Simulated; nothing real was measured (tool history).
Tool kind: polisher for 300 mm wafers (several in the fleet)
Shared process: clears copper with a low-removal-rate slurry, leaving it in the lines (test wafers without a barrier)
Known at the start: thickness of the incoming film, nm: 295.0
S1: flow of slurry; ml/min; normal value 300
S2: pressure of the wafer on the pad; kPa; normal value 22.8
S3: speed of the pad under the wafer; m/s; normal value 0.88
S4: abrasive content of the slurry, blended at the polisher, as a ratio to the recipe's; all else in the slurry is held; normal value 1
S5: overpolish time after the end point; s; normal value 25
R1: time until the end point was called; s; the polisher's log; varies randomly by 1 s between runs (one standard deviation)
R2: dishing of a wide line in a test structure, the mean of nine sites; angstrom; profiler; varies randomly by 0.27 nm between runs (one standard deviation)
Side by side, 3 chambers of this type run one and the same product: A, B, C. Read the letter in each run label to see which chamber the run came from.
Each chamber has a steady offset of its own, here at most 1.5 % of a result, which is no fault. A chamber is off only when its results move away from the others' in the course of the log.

Run 1C, hour 3.4: usual settings. Result: R1 105.87 s, R2 150.12 angstrom.
Run 2A, hour 6.8: usual settings. Result: R1 103.72 s, R2 158.73 angstrom.
Run 3B, hour 9: usual settings. Result: R1 105.79 s, R2 152.48 angstrom.
Run 4B, hour 12.8: usual settings. Result: R1 107.51 s, R2 151.96 angstrom.
Run 5C, hour 16.4: usual settings but S2 16.5 kPa. Result: R1 144.65 s, R2 147.77 angstrom.
Run 6A, hour 19.4: usual settings but S2 16.5 kPa. Result: R1 145.67 s, R2 145.17 angstrom.
Run 7B, hour 22.6: usual settings but S2 16.5 kPa. Result: R1 146.97 s, R2 140.47 angstrom.
Run 8A, hour 26.3: usual settings. Result: R1 106.64 s, R2 154.01 angstrom.
Run 9C, hour 28.5: usual settings but S2 29.6 kPa, S4 0.85. Result: R1 84.893 s, R2 158.06 angstrom.
Run 10A, hour 30.8: usual settings but S2 29.6 kPa, S4 0.85. Result: R1 85.497 s, R2 158.69 angstrom.
Run 11B, hour 34.7: usual settings but S2 29.6 kPa, S4 0.85. Result: R1 84.356 s, R2 154.06 angstrom.
Run 12C, hour 37.6: usual settings but S2 18.6 kPa, S4 0.9. Result: R1 131.3 s, R2 147.42 angstrom.
Run 13B, hour 42.5: usual settings but S2 18.6 kPa, S4 0.9. Result: R1 133.73 s, R2 150.49 angstrom.
Run 14C, hour 44.7: usual settings but S2 18.6 kPa, S4 0.9. Result: R1 133.59 s, R2 146.19 angstrom.
At hour 46.6: chamber C: head pressure recalibrated.
Run 15A, hour 48.2: usual settings. Result: R1 107.22 s, R2 152.61 angstrom.
Run 16C, hour 50.6: usual settings. Result: R1 101.2 s, R2 149.09 angstrom.
Run 17B, hour 54.9: usual settings. Result: R1 107.08 s, R2 151.41 angstrom.
At hour 56.1: chamber C: worn pad replaced by a new one.
Run 18A, hour 57.2: usual settings. Result: R1 107.4 s, R2 158.01 angstrom.
Run 19A, hour 59.8: usual settings. Result: R1 104.99 s, R2 154.26 angstrom.
Run 20C, hour 64.7: usual settings. Result: R1 99.064 s, R2 149.45 angstrom.
Run 21B, hour 67: usual settings. Result: R1 106.61 s, R2 149.19 angstrom.
Run 22A, hour 70.4: usual settings. Result: R1 107.28 s, R2 149.79 angstrom.
Run 23C, hour 73.9: usual settings but S1 250 ml/min, S2 15.2 kPa. Result: R1 151.41 s, R2 143.6 angstrom.
Run 24B, hour 78.6: usual settings but S1 250 ml/min, S2 15.2 kPa. Result: R1 159.92 s, R2 142.74 angstrom.
Run 25C, hour 82.8: usual settings but S1 250 ml/min, S2 15.2 kPa. Result: R1 151.61 s, R2 147.38 angstrom.

Next, all 3 chambers run the settings below, one line each with question marks for the results. What does each chamber give?
Run 26A, hour 86.4: usual settings but S3 1.06 m/s. Result: R1 ?, R2 ?.
Run 26B, hour 86.4: usual settings but S3 1.06 m/s. Result: R1 ?, R2 ?.
Run 26C, hour 86.4: usual settings but S3 1.06 m/s. Result: R1 ?, R2 ?.

run      R1      R2
26A  88.194  159.14
26B  85.364  158.64
26C  81.605  157.97
